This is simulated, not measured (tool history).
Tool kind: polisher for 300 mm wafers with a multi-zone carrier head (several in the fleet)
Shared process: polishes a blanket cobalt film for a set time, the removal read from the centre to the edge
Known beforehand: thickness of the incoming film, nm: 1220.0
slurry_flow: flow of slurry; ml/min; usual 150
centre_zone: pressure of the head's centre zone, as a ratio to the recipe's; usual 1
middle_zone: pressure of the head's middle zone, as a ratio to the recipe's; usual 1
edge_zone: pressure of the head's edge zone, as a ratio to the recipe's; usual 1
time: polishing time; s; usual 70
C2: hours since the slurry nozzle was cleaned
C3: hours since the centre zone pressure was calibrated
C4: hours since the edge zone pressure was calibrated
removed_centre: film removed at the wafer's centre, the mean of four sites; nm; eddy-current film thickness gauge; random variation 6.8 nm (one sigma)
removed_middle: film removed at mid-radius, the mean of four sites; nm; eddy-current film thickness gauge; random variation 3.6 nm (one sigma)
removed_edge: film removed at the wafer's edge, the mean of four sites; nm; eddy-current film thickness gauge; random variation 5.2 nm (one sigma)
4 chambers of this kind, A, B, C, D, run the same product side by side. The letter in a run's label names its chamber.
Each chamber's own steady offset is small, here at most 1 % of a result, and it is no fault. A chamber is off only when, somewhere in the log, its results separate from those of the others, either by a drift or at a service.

At hour 4.6: chamber C: slurry nozzle cleaned.
At hour 7.3: chamber C: centre zone pressure recalibrated.
Run 1D, hour 8.2: usual settings; wafers polished on this pad 168; C2 34.5; C3 539.8; C4 1222.7. Result: removed_centre 496.16 nm, removed_middle 476.57 nm, removed_edge 484.76 nm.
At hour 16.1: chamber B: worn pad replaced by a new one.
Run 2B, hour 22.8: usual settings; wafers polished on this pad 76; C2 206.5; C3 157.2; C4 498.2. Result: removed_centre 467.38 nm, removed_middle 481.05 nm, removed_edge 484.09 nm.
Run 3A, hour 36.8: usual settings; wafers polished on this pad 1222; C2 178.7; C3 301.9; C4 493.2. Result: removed_centre 477.22 nm, removed_middle 481.89 nm, removed_edge 476.60 nm.
At hour 44.5: chamber A: worn pad replaced by a new one.
Run 4C, hour 44.9: usual settings; wafers polished on this pad 1363; C2 40.4; C3 37.7; C4 570.9. Result: removed_centre 481.50 nm, removed_middle 480.59 nm, removed_edge 477.97 nm.
At hour 49.2: chamber C: worn pad replaced by a new one.
At hour 53.6: chamber D: edge zone pressure recalibrated.
Run 5C, hour 56.9: usual settings; wafers polished on this pad 88; C2 52.4; C3 49.7; C4 582.9. Result: removed_centre 490.51 nm, removed_middle 481.37 nm, removed_edge 475.99 nm.
Run 6A, hour 67.4: usual settings; wafers polished on this pad 260; C2 209.3; C3 332.5; C4 523.8. Result: removed_centre 473.27 nm, removed_middle 476.61 nm, removed_edge 480.18 nm.
At hour 75.1: chamber D: worn pad replaced by a new one.
Run 7B, hour 81.6: usual settings; wafers polished on this pad 744; C2 265.3; C3 216.0; C4 557.0. Result: removed_centre 477.68 nm, removed_middle 475.85 nm, removed_edge 476.90 nm.
At hour 85.4: chamber B: worn pad replaced by a new one.
Run 8D, hour 95.6: usual settings; wafers polished on this pad 233; C2 121.9; C3 627.2; C4 42.0. Result: removed_centre 488.24 nm, removed_middle 472.10 nm, removed_edge 482.92 nm.
Run 9C, hour 110.3: usual settings; wafers polished on this pad 695; C2 105.8; C3 103.1; C4 636.3. Result: removed_centre 481.18 nm, removed_middle 477.11 nm, removed_edge 479.03 nm.
Run 10D, hour 123.5: usual settings; wafers polished on this pad 550; C2 149.8; C3 655.1; C4 69.9. Result: removed_centre 493.02 nm, removed_middle 480.22 nm, removed_edge 479.01 nm.
Run 11B, hour 135.8: usual settings; wafers polished on this pad 573; C2 319.5; C3 270.2; C4 611.2. Result: removed_centre 483.24 nm, removed_middle 477.10 nm, removed_edge 484.74 nm.
Run 12A, hour 149.7: usual settings; wafers polished on this pad 1195; C2 291.6; C3 414.8; C4 606.1. Result: removed_centre 476.87 nm, removed_middle 477.92 nm, removed_edge 471.93 nm.
At hour 155.7: chamber D: worn pad replaced by a new one.
At hour 158.2: chamber B: worn pad replaced by a new one.
Run 13C, hour 158.3: usual settings but time 91 s; wafers polished on this pad 1240; C2 153.8; C3 151.1; C4 684.3. Result: removed_centre 624.61 nm, removed_middle 620.20 nm, removed_edge 618.94 nm.
At hour 168.5: chamber A: worn pad replaced by a new one.
Run 14D, hour 169.6: usual settings but time 91 s; wafers polished on this pad 158; C2 195.9; C3 701.2; C4 116.0. Result: removed_centre 641.41 nm, removed_middle 622.85 nm, removed_edge 624.42 nm.
At hour 177.3: chamber C: worn pad replaced by a new one.
Run 15A, hour 184.9: usual settings but time 91 s; wafers polished on this pad 186; C2 326.8; C3 450.0; C4 641.3. Result: removed_centre 627.78 nm, removed_middle 621.00 nm, removed_edge 613.19 nm.
Run 16B, hour 200.3: usual settings but time 91 s; wafers polished on this pad 478; C2 384.0; C3 334.7; C4 675.7. Result: removed_centre 608.86 nm, removed_middle 615.39 nm, removed_edge 622.55 nm.
At hour 209.7: chamber C: edge zone pressure recalibrated.
Run 17B, hour 210.2: usual settings; wafers polished on this pad 591; C2 393.9; C3 344.6; C4 685.6. Result: removed_centre 484.03 nm, removed_middle 476.51 nm, removed_edge 481.38 nm.
Run 18A, hour 218.8: usual settings; wafers polished on this pad 571; C2 360.7; C3 483.9; C4 675.2. Result: removed_centre 478.00 nm, removed_middle 479.70 nm, removed_edge 481.12 nm.
Run 19D, hour 230.2: usual settings; wafers polished on this pad 846; C2 256.5; C3 761.8; C4 176.6. Result: removed_centre 483.62 nm, removed_middle 472.73 nm, removed_edge 476.91 nm.
At hour 234.1: chamber B: worn pad replaced by a new one.
Run 20C, hour 241.4: usual settings; wafers polished on this pad 729; C2 236.9; C3 234.2; C4 31.7. Result: removed_centre 477.86 nm, removed_middle 471.98 nm, removed_edge 471.62 nm.
Run 21A, hour 253.8: usual settings; wafers polished on this pad 969; C2 395.7; C3 518.9; C4 710.2. Result: removed_centre 473.33 nm, removed_middle 488.35 nm, removed_edge 480.50 nm.
At hour 258.8: chamber D: worn pad replaced by a new one.
At hour 264.9: chamber C: slurry nozzle cleaned.
Run 22B, hour 268.8: usual settings; wafers polished on this pad 395; C2 452.5; C3 403.2; C4 744.2. Result: removed_centre 483.73 nm, removed_middle 476.78 nm, removed_edge 474.22 nm.
Run 23D, hour 279.1: usual settings; wafers polished on this pad 231; C2 305.4; C3 810.7; C4 225.5. Result: removed_centre 487.24 nm, removed_middle 471.62 nm, removed_edge 474.37 nm.
At hour 285.8: chamber A: slurry nozzle cleaned.
Run 24C, hour 286.1: usual settings; wafers polished on this pad 1237; C2 21.3; C3 278.9; C4 76.4. Result: removed_centre 486.54 nm, removed_middle 474.93 nm, removed_edge 486.24 nm.
At hour 293.3: chamber C: worn pad replaced by a new one.
At hour 300.5: chamber A: worn pad replaced by a new one.
Run 25A, hour 300.6: usual settings; wafers polished on this pad 1; C2 14.9; C3 565.7; C4 757.0. Result: removed_centre 486.23 nm, removed_middle 483.95 nm, removed_edge 476.65 nm.
At hour 305.5: chamber B: worn pad replaced by a new one.
Run 26B, hour 314.1: usual settings; wafers polished on this pad 98; C2 497.8; C3 448.5; C4 789.5. Result: removed_centre 477.11 nm, removed_middle 480.02 nm, removed_edge 487.44 nm.
Run 27D, hour 328.7: usual settings; wafers polished on this pad 794; C2 355.0; C3 860.3; C4 275.1. Result: removed_centre 489.96 nm, removed_middle 473.41 nm, removed_edge 474.65 nm.
At hour 331.5: chamber B: centre zone pressure recalibrated.
Run 28C, hour 335.8: usual settings; wafers polished on this pad 483; C2 71.0; C3 328.6; C4 126.1. Result: removed_centre 477.98 nm, removed_middle 477.58 nm, removed_edge 485.24 nm.
Run 29B, hour 349.1: usual settings but slurry_flow 105 ml/min; wafers polished on this pad 496; C2 532.8; C3 17.7; C4 824.5. Result: removed_centre 435.92 nm, removed_middle 436.85 nm, removed_edge 453.37 nm.
At hour 354.8: chamber D: worn pad replaced by a new one.
Run 30D, hour 357.4: usual settings but slurry_flow 105 ml/min; wafers polished on this pad 30; C2 383.7; C3 889.0; C4 303.8. Result: removed_centre 431.06 nm, removed_middle 440.84 nm, removed_edge 452.27 nm.

All chambers now run identical settings, listed one chamber a line with results as question marks. What results will each chamber show?
Run 31A, hour 368.4: usual settings. Result: removed_centre ?, removed_middle ?, removed_edge ?.
Run 31B, hour 368.4: usual settings. Result: removed_centre ?, removed_middle ?, removed_edge ?.
Run 31C, hour 368.4: usual settings. Result: removed_centre ?, removed_middle ?, removed_edge ?.
Run 31D, hour 368.4: usual settings. Result: removed_centre ?, removed_middle ?, removed_edge ?.

run  removed_centre  removed_middle  removed_edge
31A          480.21          475.88        482.16
31B          481.32          473.94        479.60
31C          482.62          475.12        480.31
31D          485.36          474.31        482.03
